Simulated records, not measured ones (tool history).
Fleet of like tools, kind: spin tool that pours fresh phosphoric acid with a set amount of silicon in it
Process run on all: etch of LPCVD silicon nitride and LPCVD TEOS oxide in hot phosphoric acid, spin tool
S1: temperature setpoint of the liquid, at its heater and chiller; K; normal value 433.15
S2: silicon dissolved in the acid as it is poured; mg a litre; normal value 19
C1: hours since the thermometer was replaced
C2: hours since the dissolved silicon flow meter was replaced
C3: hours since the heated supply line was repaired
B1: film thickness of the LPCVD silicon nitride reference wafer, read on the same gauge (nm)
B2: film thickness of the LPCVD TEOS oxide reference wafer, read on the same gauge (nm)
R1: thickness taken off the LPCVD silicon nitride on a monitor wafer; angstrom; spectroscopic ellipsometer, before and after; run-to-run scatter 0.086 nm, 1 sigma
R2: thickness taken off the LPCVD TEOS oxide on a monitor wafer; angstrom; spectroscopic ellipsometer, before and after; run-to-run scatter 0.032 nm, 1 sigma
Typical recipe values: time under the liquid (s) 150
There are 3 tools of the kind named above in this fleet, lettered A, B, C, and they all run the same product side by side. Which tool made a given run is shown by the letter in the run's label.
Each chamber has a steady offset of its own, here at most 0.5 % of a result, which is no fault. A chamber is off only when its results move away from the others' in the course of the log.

{"run": "1C", "hour": 10.4, "S1": 433.15, "S2": 19, "time under the liquid (s)": 150, "C1": 391.8, "C2": 545.6, "C3": 2311.6, "B1": 109.98, "B2": 49.989, "R1": 140.83, "R2": 3.2895}
{"run": "2A", "hour": 18.6, "S1": 433.15, "S2": 19, "time under the liquid (s)": 150, "C1": 1242.6, "C2": 294, "C3": 744.2, "B1": 110, "B2": 49.964, "R1": 144.22, "R2": 3.5783}
{"run": "3B", "hour": 31.8, "S1": 433.15, "S2": 19, "time under the liquid (s)": 150, "C1": 1420, "C2": 447.3, "C3": 3211.1, "B1": 109.99, "B2": 49.986, "R1": 142.41, "R2": 4.1662}
{"run": "4B", "hour": 40.6, "S1": 433.15, "S2": 19, "time under the liquid (s)": 150, "C1": 1428.8, "C2": 456.1, "C3": 3219.9, "B1": 110, "B2": 50.034, "R1": 142.01, "R2": 3.8781}
{"run": "5A", "hour": 48.1, "S1": 433.15, "S2": 19, "time under the liquid (s)": 105, "C1": 1272.1, "C2": 323.5, "C3": 773.7, "B1": 109.99, "B2": 49.975, "R1": 99.613, "R2": 2.9913}
{"run": "6C", "hour": 55.8, "S1": 433.15, "S2": 19, "time under the liquid (s)": 105, "C1": 437.2, "C2": 591, "C3": 2357, "B1": 109.99, "B2": 49.988, "R1": 98.624, "R2": 3.0618}
{"run": "7C", "hour": 62.2, "S1": 433.15, "S2": 19, "time under the liquid (s)": 105, "C1": 443.6, "C2": 597.4, "C3": 2363.4, "B1": 110, "B2": 50.022, "R1": 98.786, "R2": 2.6931}
{"run": "8B", "hour": 70.1, "S1": 433.15, "S2": 19, "time under the liquid (s)": 150, "C1": 1458.3, "C2": 485.6, "C3": 3249.4, "B1": 110, "B2": 50.002, "R1": 142.69, "R2": 4.05}
{"run": "9A", "hour": 83.7, "S1": 433.15, "S2": 19, "time under the liquid (s)": 150, "C1": 1307.7, "C2": 359.1, "C3": 809.3, "B1": 109.99, "B2": 50.035, "R1": 142.27, "R2": 4.0118}
{"run": "10B", "hour": 90.5, "S1": 433.15, "S2": 19, "time under the liquid (s)": 150, "C1": 1478.7, "C2": 506, "C3": 3269.8, "B1": 109.99, "B2": 50.023, "R1": 141.11, "R2": 3.7526}
{"run": "11C", "hour": 102.7, "S1": 434.15, "S2": 19, "time under the liquid (s)": 230, "C1": 484.1, "C2": 637.9, "C3": 2403.9, "B1": 110, "B2": 50.023, "R1": 223.7, "R2": 5.7566}
{"hour": 103.4, "done": "chamber C: dissolved silicon flow meter replaced"}
{"run": "12A", "hour": 113.9, "S1": 434.15, "S2": 19, "time under the liquid (s)": 230, "C1": 1337.9, "C2": 389.3, "C3": 839.5, "B1": 110, "B2": 50.022, "R1": 219.22, "R2": 6.5626}
{"run": "13A", "hour": 120.8, "S1": 434.15, "S2": 19, "time under the liquid (s)": 230, "C1": 1344.8, "C2": 396.2, "C3": 846.4, "B1": 110.01, "B2": 49.992, "R1": 219.59, "R2": 6.0963}
{"run": "14C", "hour": 134.2, "S1": 433.15, "S2": 19, "time under the liquid (s)": 150, "C1": 515.6, "C2": 30.8, "C3": 2435.4, "B1": 110.01, "B2": 50.01, "R1": 140.81, "R2": 3.7224}
{"run": "15B", "hour": 145.8, "S1": 433.15, "S2": 19, "time under the liquid (s)": 150, "C1": 1534, "C2": 561.3, "C3": 3325.1, "B1": 110.01, "B2": 50.009, "R1": 142.38, "R2": 4.0514}
{"run": "16B", "hour": 154.7, "S1": 433.15, "S2": 19, "time under the liquid (s)": 150, "C1": 1542.9, "C2": 570.2, "C3": 3334, "B1": 110, "B2": 50.045, "R1": 140.14, "R2": 3.8831}
{"run": "17A", "hour": 165.1, "S1": 433.15, "S2": 19, "time under the liquid (s)": 150, "C1": 1389.1, "C2": 440.5, "C3": 890.7, "B1": 110.02, "B2": 49.992, "R1": 134.19, "R2": 3.6496}
{"run": "18C", "hour": 172.9, "S1": 430.15, "S2": 8, "time under the liquid (s)": 150, "C1": 554.3, "C2": 69.5, "C3": 2474.1, "B1": 109.99, "B2": 50.016, "R1": 126.29, "R2": 3.8182}
{"run": "19A", "hour": 181.6, "S1": 430.15, "S2": 8, "time under the liquid (s)": 150, "C1": 1405.6, "C2": 457, "C3": 907.2, "B1": 109.99, "B2": 50.03, "R1": 120.25, "R2": 3.6913}
{"run": "20B", "hour": 189.8, "S1": 430.15, "S2": 8, "time under the liquid (s)": 150, "C1": 1578, "C2": 605.3, "C3": 3369.1, "B1": 110.01, "B2": 49.973, "R1": 128.88, "R2": 4.5415}
{"run": "21C", "hour": 196.9, "S1": 433.15, "S2": 19, "time under the liquid (s)": 150, "C1": 578.3, "C2": 93.5, "C3": 2498.1, "B1": 110.01, "B2": 49.943, "R1": 141.43, "R2": 4.26}
{"run": "22A", "hour": 203.4, "S1": 433.15, "S2": 19, "time under the liquid (s)": 150, "C1": 1427.4, "C2": 478.8, "C3": 929, "B1": 109.99, "B2": 50.029, "R1": 130.9, "R2": 2.8866}

All 3 chambers run these settings next. Forecast each chamber's results:
{"run": "23A", "hour": 213.2, "S1": 433.15, "S2": 19, "time under the liquid (s)": 175, "R1": "?", "R2": "?"}
{"run": "23B", "hour": 213.2, "S1": 433.15, "S2": 19, "time under the liquid (s)": 175, "R1": "?", "R2": "?"}
{"run": "23C", "hour": 213.2, "S1": 433.15, "S2": 19, "time under the liquid (s)": 175, "R1": "?", "R2": "?"}

run=23A R1=151.98 R2=3.7448
run=23B R1=166.17 R2=4.4697
run=23C R1=164.38 R2=4.2092
